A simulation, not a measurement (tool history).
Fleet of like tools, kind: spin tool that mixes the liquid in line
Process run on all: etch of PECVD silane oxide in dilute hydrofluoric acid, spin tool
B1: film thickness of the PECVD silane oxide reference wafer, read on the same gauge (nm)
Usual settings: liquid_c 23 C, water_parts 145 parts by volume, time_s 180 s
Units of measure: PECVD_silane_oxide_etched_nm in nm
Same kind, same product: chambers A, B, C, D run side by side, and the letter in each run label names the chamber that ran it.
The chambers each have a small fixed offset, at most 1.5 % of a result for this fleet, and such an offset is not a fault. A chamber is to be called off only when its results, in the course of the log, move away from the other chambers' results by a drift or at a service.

{"run": "1A", "hour": 5.8, "liquid_c": 23, "water_parts": 145, "time_s": 180, "B1": 50.026, "PECVD_silane_oxide_etched_nm": 17.306}
{"run": "2D", "hour": 10.6, "liquid_c": 23, "water_parts": 145, "time_s": 180, "B1": 50.007, "PECVD_silane_oxide_etched_nm": 16.914}
{"run": "3C", "hour": 15.4, "liquid_c": 23, "water_parts": 145, "time_s": 180, "B1": 50.014, "PECVD_silane_oxide_etched_nm": 17.036}
{"run": "4B", "hour": 19.3, "liquid_c": 23, "water_parts": 145, "time_s": 180, "B1": 49.995, "PECVD_silane_oxide_etched_nm": 16.735}
{"run": "5A", "hour": 25.5, "liquid_c": 23, "water_parts": 145, "time_s": 180, "B1": 49.979, "PECVD_silane_oxide_etched_nm": 17.165}
{"run": "6D", "hour": 28.6, "liquid_c": 23, "water_parts": 145, "time_s": 180, "B1": 50.006, "PECVD_silane_oxide_etched_nm": 17.035}
{"run": "7B", "hour": 32.5, "liquid_c": 23, "water_parts": 145, "time_s": 180, "B1": 49.984, "PECVD_silane_oxide_etched_nm": 16.598}
{"run": "8C", "hour": 37.4, "liquid_c": 23, "water_parts": 145, "time_s": 180, "B1": 49.991, "PECVD_silane_oxide_etched_nm": 17.038}
{"run": "9B", "hour": 42.6, "liquid_c": 23, "water_parts": 145, "time_s": 180, "B1": 49.983, "PECVD_silane_oxide_etched_nm": 16.753}
{"run": "10D", "hour": 46.1, "liquid_c": 23, "water_parts": 145, "time_s": 180, "B1": 49.986, "PECVD_silane_oxide_etched_nm": 17.063}
{"run": "11A", "hour": 51.7, "liquid_c": 23, "water_parts": 145, "time_s": 180, "B1": 49.99, "PECVD_silane_oxide_etched_nm": 17.229}
{"run": "12C", "hour": 54.6, "liquid_c": 23, "water_parts": 145, "time_s": 180, "B1": 49.999, "PECVD_silane_oxide_etched_nm": 16.777}
{"run": "13C", "hour": 58.8, "liquid_c": 23, "water_parts": 145, "time_s": 180, "B1": 49.998, "PECVD_silane_oxide_etched_nm": 17.029}
{"run": "14B", "hour": 61.6, "liquid_c": 23, "water_parts": 145, "time_s": 180, "B1": 50.002, "PECVD_silane_oxide_etched_nm": 16.894}
{"run": "15A", "hour": 67.0, "liquid_c": 23, "water_parts": 145, "time_s": 180, "B1": 49.991, "PECVD_silane_oxide_etched_nm": 17.19}
{"run": "16D", "hour": 72.8, "liquid_c": 23, "water_parts": 145, "time_s": 180, "B1": 50.007, "PECVD_silane_oxide_etched_nm": 17.149}
{"run": "17C", "hour": 75.9, "liquid_c": 23, "water_parts": 145, "time_s": 180, "B1": 49.985, "PECVD_silane_oxide_etched_nm": 17.011}
{"run": "18B", "hour": 79.4, "liquid_c": 19, "water_parts": 145, "time_s": 180, "B1": 49.996, "PECVD_silane_oxide_etched_nm": 14.306}
{"run": "19D", "hour": 85.5, "liquid_c": 19, "water_parts": 145, "time_s": 180, "B1": 49.999, "PECVD_silane_oxide_etched_nm": 14.485}
{"run": "20A", "hour": 90.0, "liquid_c": 19, "water_parts": 145, "time_s": 180, "B1": 50.014, "PECVD_silane_oxide_etched_nm": 14.707}
{"run": "21D", "hour": 93.0, "liquid_c": 19, "water_parts": 145, "time_s": 180, "B1": 49.991, "PECVD_silane_oxide_etched_nm": 14.533}
{"run": "22C", "hour": 98.6, "liquid_c": 23, "water_parts": 145, "time_s": 180, "B1": 49.986, "PECVD_silane_oxide_etched_nm": 16.953}
{"run": "23A", "hour": 102.0, "liquid_c": 21.5, "water_parts": 145, "time_s": 180, "B1": 50.007, "PECVD_silane_oxide_etched_nm": 16.196}
{"run": "24B", "hour": 108.3, "liquid_c": 21.5, "water_parts": 145, "time_s": 180, "B1": 49.984, "PECVD_silane_oxide_etched_nm": 15.749}

Has any chamber moved away from the others, gradually or after a service, or does the common gauge drift, or do the chambers differ only by their own small steady offsets? State the chamber and the most likely cause if one applies.

No chamber is off and the gauge is stable; the differences are just each chamber's small, constant offset.
